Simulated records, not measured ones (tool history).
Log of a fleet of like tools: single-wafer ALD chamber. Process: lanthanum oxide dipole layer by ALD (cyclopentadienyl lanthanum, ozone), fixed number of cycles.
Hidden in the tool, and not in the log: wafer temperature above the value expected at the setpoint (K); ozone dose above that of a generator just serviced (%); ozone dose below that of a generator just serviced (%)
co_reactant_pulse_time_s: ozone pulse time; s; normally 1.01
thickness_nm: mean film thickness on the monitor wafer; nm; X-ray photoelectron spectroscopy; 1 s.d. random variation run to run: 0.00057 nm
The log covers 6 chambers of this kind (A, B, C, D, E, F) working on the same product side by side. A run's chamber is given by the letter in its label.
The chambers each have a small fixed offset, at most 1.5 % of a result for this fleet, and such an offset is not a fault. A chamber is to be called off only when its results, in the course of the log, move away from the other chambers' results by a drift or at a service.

run   hour  co_reactant_pulse_time_s  hours since the last thermocouple change  hours since the last ozone generator service  read-back reference wafer on the same gauge, thickness_nm  thickness_nm
 1A    5.4                      1.01                                     139.2                                         180.1                                                    0.58119       0.50214
 2E    9.1                      1.01                                     287.9                                           304                                                    0.58091       0.50423
      12.8  -- chamber D: ozone generator serviced
 3F     15                      1.01                                      57.8                                        1353.2                                                    0.58083       0.49655
 4B   20.7                      1.01                                    1216.6                                         239.9                                                    0.58063       0.50482
 5D   26.2                      1.01                                       228                                          13.5                                                    0.58048       0.50757
 6C   30.7                      1.01                                       550                                         164.7                                                    0.58046       0.49988
 7F   34.8                      1.27                                      77.6                                          1373                                                    0.58043       0.52731
 8E     38                      1.27                                     316.8                                         332.9                                                    0.58053         0.535
 9C   42.5                      1.27                                     561.8                                         176.5                                                    0.58048       0.53192
10B   47.5                      1.27                                    1243.4                                         266.7                                                    0.58031       0.53462
11D   51.1                      1.27                                     252.9                                          38.4                                                    0.58014       0.53833
12A   56.2                      1.27                                       190                                         230.9                                                    0.58018       0.53288
13B   59.3                      1.01                                    1255.2                                         278.5                                                    0.58015       0.50279
14D   62.6                      1.01                                     264.4                                          49.9                                                    0.58005        0.5062
15F   68.4                      1.01                                     111.2                                        1406.6                                                    0.58008       0.49668
16E   71.6                      1.01                                     350.4                                         366.5                                                    0.57975       0.50233
17A   74.9                      1.01                                     208.7                                         249.6                                                    0.57987       0.50065
18C   78.8                      0.84                                     598.1                                         212.8                                                    0.57983       0.46902
19D   83.8                      0.84                                     285.6                                          71.1                                                    0.57977       0.47552
20C   89.3                      0.84                                     608.6                                         223.3                                                    0.57961        0.4686
21F   93.7                      0.84                                     136.5                                        1431.9                                                    0.57968       0.46438
22B   97.4                      0.84                                    1293.3                                         316.6                                                    0.57934       0.47211
23A  102.1                      0.84                                     235.9                                         276.8                                                    0.57939       0.46965
24E  106.5                      1.01                                     385.3                                         401.4                                                    0.57965       0.50218
25B  110.5                      1.01                                    1306.4                                         329.7                                                    0.57949       0.50204
26A  113.2                      1.01                                       247                                         287.9                                                      0.579       0.49908
27F  117.2                      1.01                                       160                                        1455.4                                                    0.57927       0.49519
28D  121.1                      1.01                                     322.9                                         108.4                                                    0.57899       0.50653
29E  126.5                      1.01                                     405.3                                         421.4                                                      0.579       0.50337
30C  130.2                      0.73                                     649.5                                         264.2                                                    0.57908       0.44196
31B  134.3                      0.73                                    1330.2                                         353.5                                                    0.57891       0.44604
32C  140.3                      0.73                                     659.6                                         274.3                                                    0.57898       0.44184
33D  143.6                      0.73                                     345.4                                         130.9                                                    0.57887       0.44654
34E  147.9                      0.73                                     426.7                                         442.8                                                    0.57883       0.44357
35A  152.7                      0.73                                     286.5                                         327.4                                                    0.57887       0.44252
36F  158.9                      1.01                                     201.7                                        1497.1                                                    0.57851       0.49493
37A  163.6                      1.01                                     297.4                                         338.3                                                    0.57858       0.49967
38C  168.6                      1.01                                     687.9                                         302.6                                                     0.5784        0.4997
39E  174.8                      1.01                                     453.6                                         469.7                                                    0.57847       0.50054

One chamber off, gauge drift, or nothing amiss beyond the chambers' own small offsets? If it is a chamber, which one, and what is the likeliest cause?

The shared gauge is drifting. All chambers look as if they move in step, but none is off.
Most likely cause: gauge reads low (%) = 0.469.
